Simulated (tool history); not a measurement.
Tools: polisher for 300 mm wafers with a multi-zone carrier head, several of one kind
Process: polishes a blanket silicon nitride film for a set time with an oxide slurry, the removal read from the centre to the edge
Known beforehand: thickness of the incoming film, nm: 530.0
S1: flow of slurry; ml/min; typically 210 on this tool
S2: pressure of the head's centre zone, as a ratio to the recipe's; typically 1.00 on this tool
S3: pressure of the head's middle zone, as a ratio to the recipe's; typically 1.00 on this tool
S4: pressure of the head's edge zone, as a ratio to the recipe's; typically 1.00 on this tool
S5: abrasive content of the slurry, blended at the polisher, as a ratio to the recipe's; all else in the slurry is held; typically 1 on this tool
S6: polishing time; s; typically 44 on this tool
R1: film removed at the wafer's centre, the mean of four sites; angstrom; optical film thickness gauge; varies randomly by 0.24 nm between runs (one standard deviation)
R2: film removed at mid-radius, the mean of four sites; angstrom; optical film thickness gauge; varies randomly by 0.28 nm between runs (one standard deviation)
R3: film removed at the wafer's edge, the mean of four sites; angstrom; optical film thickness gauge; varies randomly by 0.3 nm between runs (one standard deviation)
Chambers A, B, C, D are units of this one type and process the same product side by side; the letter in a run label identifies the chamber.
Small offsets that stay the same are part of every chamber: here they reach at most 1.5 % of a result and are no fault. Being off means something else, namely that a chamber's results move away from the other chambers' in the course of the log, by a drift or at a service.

{"day": 0.075, "done": "chamber D: slurry nozzle cleaned"}
{"run": "1B", "day": 0.575, "S1": 210, "S2": 1.0, "S3": 1.0, "S4": 1.0, "S5": 1, "S6": 44, "R1": 210.53, "R2": 215.43, "R3": 206.45}
{"day": 1.008, "done": "chamber A: slurry nozzle cleaned"}
{"run": "2D", "day": 1.2, "S1": 210, "S2": 1.0, "S3": 1.0, "S4": 1.0, "S5": 1, "S6": 44, "R1": 213.02, "R2": 211.1, "R3": 205.1}
{"day": 1.517, "done": "chamber C: worn pad replaced by a new one"}
{"run": "3C", "day": 1.542, "S1": 210, "S2": 1.0, "S3": 1.0, "S4": 1.0, "S5": 1, "S6": 44, "R1": 212.85, "R2": 207.09, "R3": 213.59}
{"run": "4A", "day": 1.854, "S1": 210, "S2": 1.0, "S3": 1.0, "S4": 1.0, "S5": 1, "S6": 44, "R1": 211.55, "R2": 207.53, "R3": 209.91}
{"run": "5A", "day": 2.15, "S1": 210, "S2": 1.0, "S3": 1.0, "S4": 1.0, "S5": 1, "S6": 44, "R1": 213.03, "R2": 214.28, "R3": 210.52}
{"run": "6C", "day": 2.7, "S1": 210, "S2": 1.0, "S3": 1.0, "S4": 1.0, "S5": 1, "S6": 44, "R1": 208.0, "R2": 210.1, "R3": 209.47}
{"day": 2.825, "done": "chamber A: worn pad replaced by a new one"}
{"run": "7B", "day": 3.171, "S1": 210, "S2": 1.0, "S3": 1.0, "S4": 1.0, "S5": 1, "S6": 44, "R1": 210.53, "R2": 213.43, "R3": 210.78}
{"run": "8D", "day": 3.812, "S1": 210, "S2": 1.12, "S3": 1.0, "S4": 1.0, "S5": 1, "S6": 44, "R1": 242.52, "R2": 214.07, "R3": 209.14}
{"run": "9D", "day": 4.371, "S1": 210, "S2": 1.12, "S3": 1.0, "S4": 1.0, "S5": 1, "S6": 44, "R1": 237.64, "R2": 211.59, "R3": 207.51}
{"run": "10C", "day": 4.975, "S1": 210, "S2": 1.12, "S3": 1.0, "S4": 1.0, "S5": 1, "S6": 44, "R1": 237.93, "R2": 214.71, "R3": 211.45}
{"day": 5.408, "done": "chamber B: worn pad replaced by a new one"}
{"day": 5.408, "done": "chamber C: edge zone pressure recalibrated"}
{"run": "11A", "day": 5.6, "S1": 210, "S2": 1.12, "S3": 1.0, "S4": 1.0, "S5": 1, "S6": 44, "R1": 238.56, "R2": 211.46, "R3": 209.31}
{"run": "12B", "day": 6.125, "S1": 210, "S2": 1.0, "S3": 1.0, "S4": 1.0, "S5": 1, "S6": 44, "R1": 212.59, "R2": 211.71, "R3": 212.5}
{"run": "13D", "day": 6.625, "S1": 210, "S2": 1.0, "S3": 1.0, "S4": 1.0, "S5": 1, "S6": 44, "R1": 208.74, "R2": 210.43, "R3": 209.87}
{"day": 6.892, "done": "chamber A: worn pad replaced by a new one"}
{"run": "14B", "day": 7.146, "S1": 210, "S2": 1.0, "S3": 1.0, "S4": 1.0, "S5": 1, "S6": 44, "R1": 212.39, "R2": 210.16, "R3": 206.32}
{"run": "15C", "day": 7.575, "S1": 210, "S2": 1.0, "S3": 1.0, "S4": 1.0, "S5": 1, "S6": 44, "R1": 212.91, "R2": 210.83, "R3": 205.14}
{"day": 7.696, "done": "chamber C: worn pad replaced by a new one"}
{"run": "16A", "day": 8.221, "S1": 210, "S2": 1.0, "S3": 1.0, "S4": 1.0, "S5": 1, "S6": 44, "R1": 209.85, "R2": 211.15, "R3": 211.0}
{"run": "17C", "day": 8.525, "S1": 210, "S2": 1.0, "S3": 1.08, "S4": 0.93, "S5": 1, "S6": 44, "R1": 209.73, "R2": 227.72, "R3": 204.77}
{"run": "18B", "day": 8.825, "S1": 210, "S2": 1.0, "S3": 1.08, "S4": 0.93, "S5": 1, "S6": 44, "R1": 212.36, "R2": 232.8, "R3": 202.04}
{"run": "19D", "day": 9.454, "S1": 210, "S2": 1.0, "S3": 1.08, "S4": 0.93, "S5": 1, "S6": 44, "R1": 206.59, "R2": 226.66, "R3": 196.41}
{"run": "20A", "day": 10.117, "S1": 210, "S2": 1.0, "S3": 1.08, "S4": 0.93, "S5": 1, "S6": 44, "R1": 210.18, "R2": 228.37, "R3": 205.7}
{"run": "21B", "day": 10.483, "S1": 210, "S2": 1.0, "S3": 1.0, "S4": 1.0, "S5": 1, "S6": 44, "R1": 207.8, "R2": 219.96, "R3": 210.93}
{"day": 10.871, "done": "chamber A: worn pad replaced by a new one"}
{"run": "22D", "day": 11.012, "S1": 210, "S2": 1.0, "S3": 1.0, "S4": 1.0, "S5": 1, "S6": 44, "R1": 207.47, "R2": 201.68, "R3": 203.79}
{"run": "23A", "day": 11.458, "S1": 210, "S2": 1.0, "S3": 1.0, "S4": 1.0, "S5": 1, "S6": 44, "R1": 206.64, "R2": 208.73, "R3": 213.06}
{"run": "24C", "day": 12.033, "S1": 210, "S2": 1.0, "S3": 1.0, "S4": 1.0, "S5": 1, "S6": 44, "R1": 211.34, "R2": 213.66, "R3": 213.77}
{"run": "25C", "day": 12.375, "S1": 210, "S2": 1.0, "S3": 1.0, "S4": 1.0, "S5": 1, "S6": 44, "R1": 212.2, "R2": 216.3, "R3": 212.13}
{"day": 12.604, "done": "chamber B: worn pad replaced by a new one"}
{"run": "26A", "day": 12.729, "S1": 210, "S2": 1.0, "S3": 1.0, "S4": 1.0, "S5": 1, "S6": 44, "R1": 208.02, "R2": 209.53, "R3": 209.12}
{"run": "27B", "day": 13.183, "S1": 210, "S2": 1.0, "S3": 1.0, "S4": 1.0, "S5": 1, "S6": 44, "R1": 208.19, "R2": 207.61, "R3": 208.7}
{"day": 13.3, "done": "chamber A: slurry nozzle cleaned"}
{"run": "28D", "day": 13.642, "S1": 210, "S2": 1.0, "S3": 1.0, "S4": 1.0, "S5": 1, "S6": 44, "R1": 201.18, "R2": 198.7, "R3": 201.1}
{"run": "29D", "day": 14.329, "S1": 210, "S2": 1.0, "S3": 1.0, "S4": 1.0, "S5": 1, "S6": 44, "R1": 199.3, "R2": 197.72, "R3": 202.49}
{"day": 14.596, "done": "chamber C: worn pad replaced by a new one"}
{"day": 14.725, "done": "chamber A: worn pad replaced by a new one"}
{"run": "30C", "day": 14.912, "S1": 210, "S2": 1.0, "S3": 1.0, "S4": 1.0, "S5": 1, "S6": 44, "R1": 213.38, "R2": 208.26, "R3": 216.93}
{"run": "31B", "day": 15.3, "S1": 210, "S2": 1.0, "S3": 1.0, "S4": 1.05, "S5": 1, "S6": 44, "R1": 206.93, "R2": 206.79, "R3": 216.96}
{"run": "32A", "day": 15.879, "S1": 210, "S2": 1.0, "S3": 1.0, "S4": 1.05, "S5": 1, "S6": 44, "R1": 209.97, "R2": 211.72, "R3": 218.74}
{"run": "33C", "day": 16.508, "S1": 210, "S2": 1.0, "S3": 1.0, "S4": 1.05, "S5": 1, "S6": 44, "R1": 208.09, "R2": 211.91, "R3": 222.06}
{"run": "34A", "day": 17.038, "S1": 210, "S2": 1.0, "S3": 1.0, "S4": 1.05, "S5": 1, "S6": 44, "R1": 205.88, "R2": 216.66, "R3": 220.06}
{"run": "35D", "day": 17.55, "S1": 210, "S2": 1.0, "S3": 1.0, "S4": 1.0, "S5": 1, "S6": 44, "R1": 189.7, "R2": 194.62, "R3": 195.42}
{"run": "36B", "day": 18.033, "S1": 210, "S2": 1.0, "S3": 1.0, "S4": 1.0, "S5": 1, "S6": 44, "R1": 208.71, "R2": 212.85, "R3": 213.32}
{"run": "37C", "day": 18.7, "S1": 210, "S2": 1.0, "S3": 1.0, "S4": 1.0, "S5": 1, "S6": 44, "R1": 207.1, "R2": 211.34, "R3": 213.74}
{"run": "38A", "day": 19.038, "S1": 240, "S2": 1.0, "S3": 1.0, "S4": 1.0, "S5": 1, "S6": 44, "R1": 216.28, "R2": 218.74, "R3": 219.21}
{"run": "39D", "day": 19.658, "S1": 240, "S2": 1.0, "S3": 1.0, "S4": 1.0, "S5": 1, "S6": 44, "R1": 191.72, "R2": 195.24, "R3": 196.47}
{"day": 20.012, "done": "chamber B: worn pad replaced by a new one"}
{"run": "40B", "day": 20.138, "S1": 240, "S2": 1.0, "S3": 1.0, "S4": 1.0, "S5": 1, "S6": 44, "R1": 211.65, "R2": 217.52, "R3": 213.95}
{"day": 20.296, "done": "chamber D: slurry nozzle cleaned"}
{"run": "41D", "day": 20.725, "S1": 240, "S2": 1.0, "S3": 1.0, "S4": 1.0, "S5": 1, "S6": 44, "R1": 188.11, "R2": 188.5, "R3": 191.55}

The same settings go to every chamber for the next run, one line per chamber below. Forecast the results for each:
{"run": "42A", "day": 21.221, "S1": 210, "S2": 1.0, "S3": 1.0, "S4": 1.0, "S5": 1, "S6": 44, "R1": "?", "R2": "?", "R3": "?"}
{"run": "42B", "day": 21.221, "S1": 210, "S2": 1.0, "S3": 1.0, "S4": 1.0, "S5": 1, "S6": 44, "R1": "?", "R2": "?", "R3": "?"}
{"run": "42C", "day": 21.221, "S1": 210, "S2": 1.0, "S3": 1.0, "S4": 1.0, "S5": 1, "S6": 44, "R1": "?", "R2": "?", "R3": "?"}
{"run": "42D", "day": 21.221, "S1": 210, "S2": 1.0, "S3": 1.0, "S4": 1.0, "S5": 1, "S6": 44, "R1": "?", "R2": "?", "R3": "?"}

run=42A R1=203.25 R2=211.53 R3=216.62
run=42B R1=209.06 R2=208.85 R3=215.54
run=42C R1=214.00 R2=214.86 R3=215.50
run=42D R1=188.12 R2=185.97 R3=185.32
